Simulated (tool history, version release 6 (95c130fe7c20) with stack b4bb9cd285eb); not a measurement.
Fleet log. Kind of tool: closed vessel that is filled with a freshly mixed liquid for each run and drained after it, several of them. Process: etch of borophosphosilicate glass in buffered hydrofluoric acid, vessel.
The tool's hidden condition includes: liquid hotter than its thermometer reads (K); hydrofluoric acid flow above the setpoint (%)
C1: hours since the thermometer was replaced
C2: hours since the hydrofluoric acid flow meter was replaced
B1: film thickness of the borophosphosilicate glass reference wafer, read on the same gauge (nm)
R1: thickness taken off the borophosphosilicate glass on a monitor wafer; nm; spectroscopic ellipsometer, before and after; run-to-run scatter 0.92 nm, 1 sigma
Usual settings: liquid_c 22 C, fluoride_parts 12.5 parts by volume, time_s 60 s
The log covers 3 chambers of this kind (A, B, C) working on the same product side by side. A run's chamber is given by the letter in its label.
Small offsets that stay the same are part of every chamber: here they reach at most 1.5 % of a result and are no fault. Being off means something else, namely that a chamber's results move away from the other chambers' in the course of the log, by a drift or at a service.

run 1B hour=7.3 | liquid_c=22 fluoride_parts=12.5 time_s=60 | C1=435.7 C2=1053.6 | B1=150.00 | R1=106.090
run 2C hour=19.5 | liquid_c=22 fluoride_parts=12.5 time_s=60 | C1=898.9 C2=736.2 | B1=150.01 | R1=108.040
run 3A hour=27.1 | liquid_c=22 fluoride_parts=12.5 time_s=60 | C1=184.2 C2=465.5 | B1=150.03 | R1=106.650
run 4A hour=37.1 | liquid_c=22 fluoride_parts=12.5 time_s=60 | C1=194.2 C2=475.5 | B1=150.00 | R1=104.820
run 5B hour=49.3 | liquid_c=22 fluoride_parts=9.0 time_s=45 | C1=477.7 C2=1095.6 | B1=150.01 | R1=105.100
run 6C hour=58.9 | liquid_c=22 fluoride_parts=9.0 time_s=45 | C1=938.3 C2=775.6 | B1=150.02 | R1=107.180
run 7A hour=67.5 | liquid_c=22 fluoride_parts=9.0 time_s=45 | C1=224.6 C2=505.9 | B1=150.02 | R1=104.310
run 8C hour=77.9 | liquid_c=22 fluoride_parts=12.5 time_s=60 | C1=957.3 C2=794.6 | B1=150.02 | R1=105.230
run 9B hour=83.4 | liquid_c=22 fluoride_parts=12.5 time_s=60 | C1=511.8 C2=1129.7 | B1=149.97 | R1=106.150
run 10A hour=94.1 | liquid_c=22 fluoride_parts=12.5 time_s=60 | C1=251.2 C2=532.5 | B1=150.00 | R1=105.070
run 11C hour=102.3 | liquid_c=22 fluoride_parts=12.5 time_s=60 | C1=981.7 C2=819.0 | B1=150.04 | R1=105.470
run 12B hour=111.6 | liquid_c=22 fluoride_parts=12.5 time_s=60 | C1=540.0 C2=1157.9 | B1=150.00 | R1=106.750
run 13B hour=124.0 | liquid_c=22 fluoride_parts=12.5 time_s=40 | C1=552.4 C2=1170.3 | B1=150.04 | R1=69.958
run 14A hour=135.1 | liquid_c=22 fluoride_parts=12.5 time_s=40 | C1=292.2 C2=573.5 | B1=149.99 | R1=71.402
run 15C hour=146.6 | liquid_c=22 fluoride_parts=12.5 time_s=40 | C1=1026.0 C2=863.3 | B1=150.03 | R1=72.288
run 16C hour=153.3 | liquid_c=19 fluoride_parts=7.5 time_s=60 | C1=1032.7 C2=870.0 | B1=150.02 | R1=145.690
run 17A hour=160.9 | liquid_c=19 fluoride_parts=7.5 time_s=60 | C1=318.0 C2=599.3 | B1=150.00 | R1=149.740
run 18B hour=170.5 | liquid_c=19 fluoride_parts=7.5 time_s=60 | C1=598.9 C2=1216.8 | B1=149.96 | R1=146.320
run 19A hour=183.1 | liquid_c=22 fluoride_parts=12.5 time_s=60 | C1=340.2 C2=621.5 | B1=150.01 | R1=109.760
run 20B hour=189.7 | liquid_c=22 fluoride_parts=12.5 time_s=60 | C1=618.1 C2=1236.0 | B1=149.98 | R1=108.240
run 21C hour=198.3 | liquid_c=22 fluoride_parts=12.5 time_s=60 | C1=1077.7 C2=915.0 | B1=150.00 | R1=106.660
run 22A hour=208.2 | liquid_c=22 fluoride_parts=12.5 time_s=60 | C1=365.3 C2=646.6 | B1=150.05 | R1=109.610
run 23B hour=213.8 | liquid_c=22 fluoride_parts=12.5 time_s=60 | C1=642.2 C2=1260.1 | B1=149.99 | R1=107.940
run 24C hour=225.9 | liquid_c=22 fluoride_parts=12.5 time_s=60 | C1=1105.3 C2=942.6 | B1=150.02 | R1=106.620
run 25B hour=234.8 | liquid_c=22 fluoride_parts=12.5 time_s=60 | C1=663.2 C2=1281.1 | B1=149.99 | R1=107.930
run 26A hour=245.0 | liquid_c=22 fluoride_parts=12.5 time_s=60 | C1=402.1 C2=683.4 | B1=150.00 | R1=113.230
run 27C hour=256.9 | liquid_c=22 fluoride_parts=12.5 time_s=60 | C1=1136.3 C2=973.6 | B1=150.02 | R1=106.920
-- hour=257.9 chamber C: hydrofluoric acid flow meter replaced
run 28B hour=264.7 | liquid_c=22 fluoride_parts=12.5 time_s=60 | C1=693.1 C2=1311.0 | B1=150.00 | R1=105.210
run 29C hour=276.0 | liquid_c=20 fluoride_parts=12.5 time_s=60 | C1=1155.4 C2=18.1 | B1=149.98 | R1=94.276
run 30A hour=282.3 | liquid_c=20 fluoride_parts=12.5 time_s=60 | C1=439.4 C2=720.7 | B1=150.02 | R1=102.060

Which is it: a chamber that has drifted or been left off by a service, a gauge drift common to all chambers, or only each chamber's usual small offset? If a chamber is off, name it and its likeliest cause.

Chamber A drifts away from the others.
Most likely cause: hydrofluoric acid flow above the setpoint (%) = 8.84.
With only this log, it may be confused with: liquid hotter than its thermometer reads (K).

Below are 4 candidate recipes for chamber A's next run, each the usual settings with a change, their results shown as question marks. Which of them brings A's results back in line with what the other chambers give on the usual settings?
In line means no further than this from the other chambers' mean on the usual settings: R1 3.200 nm
run 31A-1 hour=291.4 | liquid_c=22.5 fluoride_parts=12.5 time_s=60 | R1=?
run 31A-2 hour=291.4 | liquid_c=22.5 fluoride_parts=12.0 time_s=60 | R1=?
run 31A-3 hour=291.4 | liquid_c=22.0 fluoride_parts=12.5 time_s=55 | R1=?
run 31A-4 hour=291.4 | liquid_c=21.5 fluoride_parts=12.5 time_s=60 | R1=?

The mean the other chambers reach with the usual settings: R1 106.420 nm
run=31A-1 R1=117.680
run=31A-2 R1=122.430
run=31A-3 R1=104.970
run=31A-4 R1=111.430
It is 31A-3 that realigns the chamber with its peers.

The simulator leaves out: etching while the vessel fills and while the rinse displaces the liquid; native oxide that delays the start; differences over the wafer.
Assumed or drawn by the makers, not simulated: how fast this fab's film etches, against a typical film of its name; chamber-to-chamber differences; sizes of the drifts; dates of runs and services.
